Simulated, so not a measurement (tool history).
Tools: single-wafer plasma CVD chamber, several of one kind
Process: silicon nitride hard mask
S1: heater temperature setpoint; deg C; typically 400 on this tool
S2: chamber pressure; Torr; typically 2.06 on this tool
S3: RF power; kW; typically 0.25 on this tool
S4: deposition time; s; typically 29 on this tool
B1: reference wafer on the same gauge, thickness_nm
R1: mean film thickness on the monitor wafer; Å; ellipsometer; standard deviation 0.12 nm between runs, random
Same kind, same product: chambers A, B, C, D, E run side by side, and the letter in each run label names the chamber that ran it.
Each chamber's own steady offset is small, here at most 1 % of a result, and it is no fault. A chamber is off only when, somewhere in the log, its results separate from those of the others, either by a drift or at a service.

run	hour	S1	S2	S3	S4	B1	R1
1D	3.6	400	2.06	0.25	29	26.206	314.06
2A	7.4	400	2.06	0.25	29	26.202	313.58
3C	11	400	2.06	0.25	29	26.206	317.14
4E	15.2	400	2.06	0.25	29	26.194	315.79
5B	18.1	400	2.06	0.25	29	26.187	315.22
6E	21.7	400	2.06	0.25	29	26.174	317.12
7B	25.3	400	2.06	0.25	29	26.197	318.52
8A	29.5	400	2.06	0.25	29	26.211	316.58
9C	34.1	391	2.06	0.25	29	26.196	317.36
10D	36.8	391	2.06	0.25	29	26.202	316.83
11A	41.5	391	2.06	0.25	29	26.194	317.99
# hour 45: chamber B: thermocouple changed; heater temperature recalibrated
12B	45.7	391	2.06	0.25	29	26.188	318.89
13C	48.2	391	2.06	0.25	29	26.196	317.82
14E	50.7	400	2.06	0.25	29	26.229	314.08
15D	52.9	400	2.06	0.25	29	26.194	315.49
16A	55.4	400	2.06	0.25	29	26.212	313.5
17B	59	400	2.06	0.25	29	26.226	317.08
18E	62.5	400	2.06	0.25	29	26.177	312.75
19D	67.1	400	2.06	0.25	29	26.191	314.61
20C	69.8	400	2.06	0.25	29	26.182	315.75
21B	73	400	2.06	0.25	29	26.219	315.64
22C	77.3	400	2.06	0.25	29	26.202	316.25
23E	79.8	400	2.06	0.25	29	26.177	313.24
24A	82.4	400	1.77	0.25	29	26.23	300.61
25D	86.4	400	1.77	0.25	29	26.197	301.62
26C	90.6	400	1.77	0.25	29	26.176	299.57
27B	94.9	400	1.77	0.25	29	26.19	305.44
28D	98	400	1.77	0.25	29	26.193	299.03
29E	102.3	400	2.06	0.25	29	26.229	315.15
30A	106.6	400	2.06	0.25	29	26.201	314.76
31A	109.4	400	2.06	0.25	29	26.187	315.69
32C	113.2	400	2.06	0.25	29	26.182	317.51
33D	115.7	400	2.06	0.285	29	26.219	338.35
34E	118.4	400	2.06	0.285	29	26.209	342.64
35B	122.7	400	2.06	0.285	29	26.215	348.83
36A	126.2	400	2.06	0.285	29	26.183	344.05
37D	128.4	400	2.06	0.285	29	26.182	338.45
38B	130.6	400	2.06	0.25	29	26.198	316.74
39C	133.9	400	2.06	0.25	29	26.199	316.51
40E	137.7	400	2.06	0.25	29	26.191	310.68
41B	142.3	400	2.06	0.25	29	26.202	317.18
42E	144.5	400	2.06	0.25	29	26.215	314.28
43C	149	400	2.06	0.25	29	26.222	315.64
44A	152.7	400	2.06	0.25	29	26.235	313.43

Is one chamber out of step, is the gauge drifting, or do the chambers differ by no more than their own small offsets? For an off chamber, give its letter and the likeliest cause.

It is chamber D that slowly wanders off from its peers.
Cause: delivered RF power below the setpoint (%) = 4.48.

Below are 4 candidate recipes for chamber D's next run, each the usual settings with a change, their results shown as question marks. Which of them brings D's results back in line with what the other chambers give on the usual settings?
In line means no further than this from the other chambers' mean on the usual settings: R1 4.1 Å
45D-1	156.2	398	2.61	0.25	29		?
45D-2	156.2	400	1.63	0.25	29		?
45D-3	156.2	400	2.04	0.25	28.2		?
45D-4	156.2	400	2.3	0.25	29		?

On the usual settings, the other chambers give on average: R1 315.31 Å
run	R1
45D-1	324.17
45D-2	286.95
45D-3	296.64
45D-4	314.54
It is 45D-4 that realigns the chamber with its peers.
